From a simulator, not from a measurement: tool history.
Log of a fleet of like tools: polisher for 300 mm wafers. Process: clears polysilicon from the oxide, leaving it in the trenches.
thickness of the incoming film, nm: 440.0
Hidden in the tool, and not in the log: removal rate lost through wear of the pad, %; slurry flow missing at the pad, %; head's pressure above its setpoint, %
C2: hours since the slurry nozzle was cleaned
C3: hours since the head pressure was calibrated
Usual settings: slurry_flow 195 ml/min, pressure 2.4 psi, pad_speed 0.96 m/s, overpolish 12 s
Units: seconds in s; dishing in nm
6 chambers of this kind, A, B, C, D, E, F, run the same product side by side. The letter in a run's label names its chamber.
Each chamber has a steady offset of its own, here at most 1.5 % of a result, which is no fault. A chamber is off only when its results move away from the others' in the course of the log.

{"hour": 7.2, "done": "chamber B: worn pad replaced by a new one"}
{"run": "1C", "hour": 8.2, "slurry_flow": 195, "pressure": 2.4, "pad_speed": 0.96, "overpolish": 12, "wafers polished on this pad": 144, "C2": 337.6, "C3": 909.3, "seconds": 42.885, "dishing": 61.897}
{"run": "2B", "hour": 19.0, "slurry_flow": 195, "pressure": 2.4, "pad_speed": 0.96, "overpolish": 12, "wafers polished on this pad": 122, "C2": 295.9, "C3": 449.9, "seconds": 43.042, "dishing": 61.993}
{"run": "3D", "hour": 27.5, "slurry_flow": 195, "pressure": 2.4, "pad_speed": 0.96, "overpolish": 12, "wafers polished on this pad": 633, "C2": 98, "C3": 326.2, "seconds": 42.639, "dishing": 61.924}
{"run": "4A", "hour": 37.2, "slurry_flow": 195, "pressure": 2.4, "pad_speed": 0.96, "overpolish": 12, "wafers polished on this pad": 670, "C2": 283, "C3": 719.6, "seconds": 42.2, "dishing": 61.526}
{"run": "5E", "hour": 50.3, "slurry_flow": 195, "pressure": 2.4, "pad_speed": 0.96, "overpolish": 12, "wafers polished on this pad": 890, "C2": 207.3, "C3": 498.2, "seconds": 43.5, "dishing": 60.763}
{"hour": 59.1, "done": "chamber D: worn pad replaced by a new one"}
{"run": "6F", "hour": 65.2, "slurry_flow": 195, "pressure": 2.4, "pad_speed": 0.96, "overpolish": 12, "wafers polished on this pad": 772, "C2": 560.4, "C3": 289.1, "seconds": 43.37, "dishing": 62.157}
{"run": "7B", "hour": 74.4, "slurry_flow": 195, "pressure": 2.4, "pad_speed": 0.96, "overpolish": 12, "wafers polished on this pad": 698, "C2": 351.3, "C3": 505.3, "seconds": 42.946, "dishing": 61.168}
{"hour": 77.2, "done": "chamber C: slurry nozzle cleaned"}
{"hour": 88.0, "done": "chamber E: worn pad replaced by a new one"}
{"run": "8F", "hour": 88.2, "slurry_flow": 195, "pressure": 2.4, "pad_speed": 0.96, "overpolish": 12, "wafers polished on this pad": 1011, "C2": 583.4, "C3": 312.1, "seconds": 43.12, "dishing": 63.128}
{"hour": 91.6, "done": "chamber A: worn pad replaced by a new one"}
{"hour": 95.2, "done": "chamber C: worn pad replaced by a new one"}
{"run": "9C", "hour": 96.1, "slurry_flow": 195, "pressure": 2.4, "pad_speed": 0.96, "overpolish": 12, "wafers polished on this pad": 10, "C2": 18.9, "C3": 997.2, "seconds": 42.637, "dishing": 62.019}
{"hour": 103.1, "done": "chamber F: worn pad replaced by a new one"}
{"run": "10A", "hour": 109.5, "slurry_flow": 195, "pressure": 2.4, "pad_speed": 0.96, "overpolish": 12, "wafers polished on this pad": 186, "C2": 355.3, "C3": 791.9, "seconds": 42.715, "dishing": 61.23}
{"hour": 118.5, "done": "chamber A: head pressure recalibrated"}
{"run": "11D", "hour": 122.8, "slurry_flow": 195, "pressure": 2.4, "pad_speed": 0.96, "overpolish": 12, "wafers polished on this pad": 662, "C2": 193.3, "C3": 421.5, "seconds": 42.71, "dishing": 60.976}
{"hour": 131.2, "done": "chamber A: slurry nozzle cleaned"}
{"run": "12E", "hour": 133.0, "slurry_flow": 195, "pressure": 2.4, "pad_speed": 0.96, "overpolish": 12, "wafers polished on this pad": 468, "C2": 290, "C3": 580.9, "seconds": 43.118, "dishing": 62.79}
{"hour": 142.9, "done": "chamber C: head pressure recalibrated"}
{"run": "13C", "hour": 144.9, "slurry_flow": 195, "pressure": 2.4, "pad_speed": 0.96, "overpolish": 12, "wafers polished on this pad": 517, "C2": 67.7, "C3": 2, "seconds": 42.848, "dishing": 63.335}
{"hour": 149.5, "done": "chamber B: worn pad replaced by a new one"}
{"hour": 155.5, "done": "chamber B: head pressure recalibrated"}
{"hour": 157.1, "done": "chamber D: worn pad replaced by a new one"}
{"run": "14F", "hour": 159.7, "slurry_flow": 195, "pressure": 2.4, "pad_speed": 0.96, "overpolish": 12, "wafers polished on this pad": 588, "C2": 654.9, "C3": 383.6, "seconds": 43.752, "dishing": 62.149}
{"run": "15B", "hour": 171.7, "slurry_flow": 195, "pressure": 1.7, "pad_speed": 0.96, "overpolish": 12, "wafers polished on this pad": 230, "C2": 448.6, "C3": 16.3, "seconds": 61.478, "dishing": 52.696}
{"run": "16E", "hour": 186.4, "slurry_flow": 195, "pressure": 1.7, "pad_speed": 0.96, "overpolish": 12, "wafers polished on this pad": 1022, "C2": 343.4, "C3": 634.3, "seconds": 60.859, "dishing": 52.293}
{"run": "17D", "hour": 194.7, "slurry_flow": 195, "pressure": 1.7, "pad_speed": 0.96, "overpolish": 12, "wafers polished on this pad": 391, "C2": 265.2, "C3": 493.4, "seconds": 60.069, "dishing": 52.007}
{"hour": 201.9, "done": "chamber C: worn pad replaced by a new one"}
{"run": "18A", "hour": 202.8, "slurry_flow": 195, "pressure": 1.7, "pad_speed": 0.96, "overpolish": 12, "wafers polished on this pad": 1155, "C2": 71.7, "C3": 84.3, "seconds": 61.17, "dishing": 51.104}
{"hour": 209.7, "done": "chamber A: worn pad replaced by a new one"}
{"run": "19B", "hour": 213.5, "slurry_flow": 195, "pressure": 1.7, "pad_speed": 0.96, "overpolish": 12, "wafers polished on this pad": 665, "C2": 490.4, "C3": 58.1, "seconds": 59.913, "dishing": 53.009}
{"run": "20C", "hour": 223.3, "slurry_flow": 195, "pressure": 1.7, "pad_speed": 0.96, "overpolish": 12, "wafers polished on this pad": 222, "C2": 146.1, "C3": 80.4, "seconds": 59.319, "dishing": 52.232}
{"hour": 230.8, "done": "chamber E: worn pad replaced by a new one"}
{"run": "21F", "hour": 231.9, "slurry_flow": 195, "pressure": 2.4, "pad_speed": 0.96, "overpolish": 12, "wafers polished on this pad": 1338, "C2": 727.1, "C3": 455.8, "seconds": 43.038, "dishing": 63.507}
{"hour": 239.8, "done": "chamber F: worn pad replaced by a new one"}
{"run": "22D", "hour": 244.5, "slurry_flow": 195, "pressure": 2.4, "pad_speed": 0.96, "overpolish": 12, "wafers polished on this pad": 908, "C2": 315, "C3": 543.2, "seconds": 43.097, "dishing": 62.094}
{"hour": 254.4, "done": "chamber D: worn pad replaced by a new one"}
{"run": "23E", "hour": 254.4, "slurry_flow": 195, "pressure": 2.4, "pad_speed": 0.96, "overpolish": 12, "wafers polished on this pad": 246, "C2": 411.4, "C3": 702.3, "seconds": 43.278, "dishing": 62.46}
{"run": "24A", "hour": 265.9, "slurry_flow": 195, "pressure": 2.4, "pad_speed": 0.96, "overpolish": 12, "wafers polished on this pad": 584, "C2": 134.8, "C3": 147.4, "seconds": 42.781, "dishing": 63.693}
{"run": "25F", "hour": 273.9, "slurry_flow": 240, "pressure": 2.4, "pad_speed": 0.96, "overpolish": 12, "wafers polished on this pad": 355, "C2": 769.1, "C3": 497.8, "seconds": 42.34, "dishing": 62.767}
{"run": "26A", "hour": 287.6, "slurry_flow": 240, "pressure": 2.4, "pad_speed": 0.96, "overpolish": 12, "wafers polished on this pad": 809, "C2": 156.5, "C3": 169.1, "seconds": 41.752, "dishing": 62.814}
{"hour": 291.5, "done": "chamber B: worn pad replaced by a new one"}
{"hour": 302.2, "done": "chamber C: worn pad replaced by a new one"}
{"run": "27C", "hour": 303.4, "slurry_flow": 240, "pressure": 2.4, "pad_speed": 0.96, "overpolish": 12, "wafers polished on this pad": 12, "C2": 226.2, "C3": 160.5, "seconds": 41.158, "dishing": 62.167}
{"run": "28B", "hour": 319.2, "slurry_flow": 240, "pressure": 2.4, "pad_speed": 0.96, "overpolish": 12, "wafers polished on this pad": 287, "C2": 596.1, "C3": 163.8, "seconds": 41.399, "dishing": 63.233}
{"run": "29D", "hour": 327.1, "slurry_flow": 240, "pressure": 2.4, "pad_speed": 0.96, "overpolish": 12, "wafers polished on this pad": 756, "C2": 397.6, "C3": 625.8, "seconds": 41.576, "dishing": 62.043}
{"hour": 328.6, "done": "chamber A: worn pad replaced by a new one"}
{"run": "30E", "hour": 337.2, "slurry_flow": 240, "pressure": 2.4, "pad_speed": 0.96, "overpolish": 12, "wafers polished on this pad": 1106, "C2": 494.2, "C3": 785.1, "seconds": 41.053, "dishing": 61.126}
{"run": "31D", "hour": 346.1, "slurry_flow": 155, "pressure": 2.4, "pad_speed": 0.76, "overpolish": 12, "wafers polished on this pad": 953, "C2": 416.6, "C3": 644.8, "seconds": 56.352, "dishing": 55.333}
{"hour": 360.5, "done": "chamber D: worn pad replaced by a new one"}
{"run": "32B", "hour": 360.8, "slurry_flow": 155, "pressure": 2.4, "pad_speed": 0.76, "overpolish": 12, "wafers polished on this pad": 720, "C2": 637.7, "C3": 205.4, "seconds": 55.955, "dishing": 55.295}
{"hour": 368.5, "done": "chamber F: worn pad replaced by a new one"}
{"run": "33F", "hour": 372.2, "slurry_flow": 155, "pressure": 2.4, "pad_speed": 0.76, "overpolish": 12, "wafers polished on this pad": 38, "C2": 867.4, "C3": 596.1, "seconds": 55.389, "dishing": 55.122}
{"hour": 376.0, "done": "chamber E: worn pad replaced by a new one"}
{"run": "34A", "hour": 380.5, "slurry_flow": 155, "pressure": 2.4, "pad_speed": 0.76, "overpolish": 12, "wafers polished on this pad": 539, "C2": 249.4, "C3": 262, "seconds": 55.544, "dishing": 54.539}
{"hour": 383.4, "done": "chamber F: slurry nozzle cleaned"}
{"hour": 387.9, "done": "chamber C: worn pad replaced by a new one"}
{"run": "35E", "hour": 389.5, "slurry_flow": 155, "pressure": 2.4, "pad_speed": 0.76, "overpolish": 12, "wafers polished on this pad": 140, "C2": 546.5, "C3": 837.4, "seconds": 56.205, "dishing": 55.214}
{"run": "36C", "hour": 400.5, "slurry_flow": 155, "pressure": 2.4, "pad_speed": 0.76, "overpolish": 12, "wafers polished on this pad": 131, "C2": 323.3, "C3": 257.6, "seconds": 56.559, "dishing": 54.891}
{"run": "37C", "hour": 410.1, "slurry_flow": 195, "pressure": 2.4, "pad_speed": 0.96, "overpolish": 12, "wafers polished on this pad": 230, "C2": 332.9, "C3": 267.2, "seconds": 43.586, "dishing": 62.791}
{"run": "38E", "hour": 424.2, "slurry_flow": 195, "pressure": 2.4, "pad_speed": 0.96, "overpolish": 12, "wafers polished on this pad": 500, "C2": 581.2, "C3": 872.1, "seconds": 43.361, "dishing": 63.218}
{"hour": 427.2, "done": "chamber B: worn pad replaced by a new one"}
{"hour": 432.0, "done": "chamber F: head pressure recalibrated"}
{"run": "39B", "hour": 432.6, "slurry_flow": 195, "pressure": 2.4, "pad_speed": 0.96, "overpolish": 12, "wafers polished on this pad": 56, "C2": 709.5, "C3": 277.2, "seconds": 43.16, "dishing": 62.643}
{"run": "40F", "hour": 445.2, "slurry_flow": 195, "pressure": 2.4, "pad_speed": 0.96, "overpolish": 12, "wafers polished on this pad": 797, "C2": 61.9, "C3": 13.2, "seconds": 42.649, "dishing": 62.364}
{"run": "41A", "hour": 456.7, "slurry_flow": 195, "pressure": 2.4, "pad_speed": 0.96, "overpolish": 12, "wafers polished on this pad": 1330, "C2": 325.6, "C3": 338.2, "seconds": 42.069, "dishing": 62.802}
{"hour": 457.6, "done": "chamber D: worn pad replaced by a new one"}
{"run": "42D", "hour": 467.2, "slurry_flow": 195, "pressure": 2.4, "pad_speed": 0.96, "overpolish": 12, "wafers polished on this pad": 99, "C2": 537.7, "C3": 765.9, "seconds": 41.998, "dishing": 62.022}

Next, every chamber runs the same settings. What will each give?
{"run": "43A", "hour": 478.6, "slurry_flow": 195, "pressure": 3.1, "pad_speed": 0.96, "overpolish": 12, "seconds": "?", "dishing": "?"}
{"run": "43B", "hour": 478.6, "slurry_flow": 195, "pressure": 3.1, "pad_speed": 0.96, "overpolish": 12, "seconds": "?", "dishing": "?"}
{"run": "43C", "hour": 478.6, "slurry_flow": 195, "pressure": 3.1, "pad_speed": 0.96, "overpolish": 12, "seconds": "?", "dishing": "?"}
{"run": "43D", "hour": 478.6, "slurry_flow": 195, "pressure": 3.1, "pad_speed": 0.96, "overpolish": 12, "seconds": "?", "dishing": "?"}
{"run": "43E", "hour": 478.6, "slurry_flow": 195, "pressure": 3.1, "pad_speed": 0.96, "overpolish": 12, "seconds": "?", "dishing": "?"}
{"run": "43F", "hour": 478.6, "slurry_flow": 195, "pressure": 3.1, "pad_speed": 0.96, "overpolish": 12, "seconds": "?", "dishing": "?"}

run=43A seconds=33.257 dishing=67.833
run=43B seconds=33.196 dishing=69.627
run=43C seconds=33.39 dishing=68.719
run=43D seconds=33.302 dishing=67.046
run=43E seconds=33.629 dishing=69.075
run=43F seconds=33.547 dishing=66.447

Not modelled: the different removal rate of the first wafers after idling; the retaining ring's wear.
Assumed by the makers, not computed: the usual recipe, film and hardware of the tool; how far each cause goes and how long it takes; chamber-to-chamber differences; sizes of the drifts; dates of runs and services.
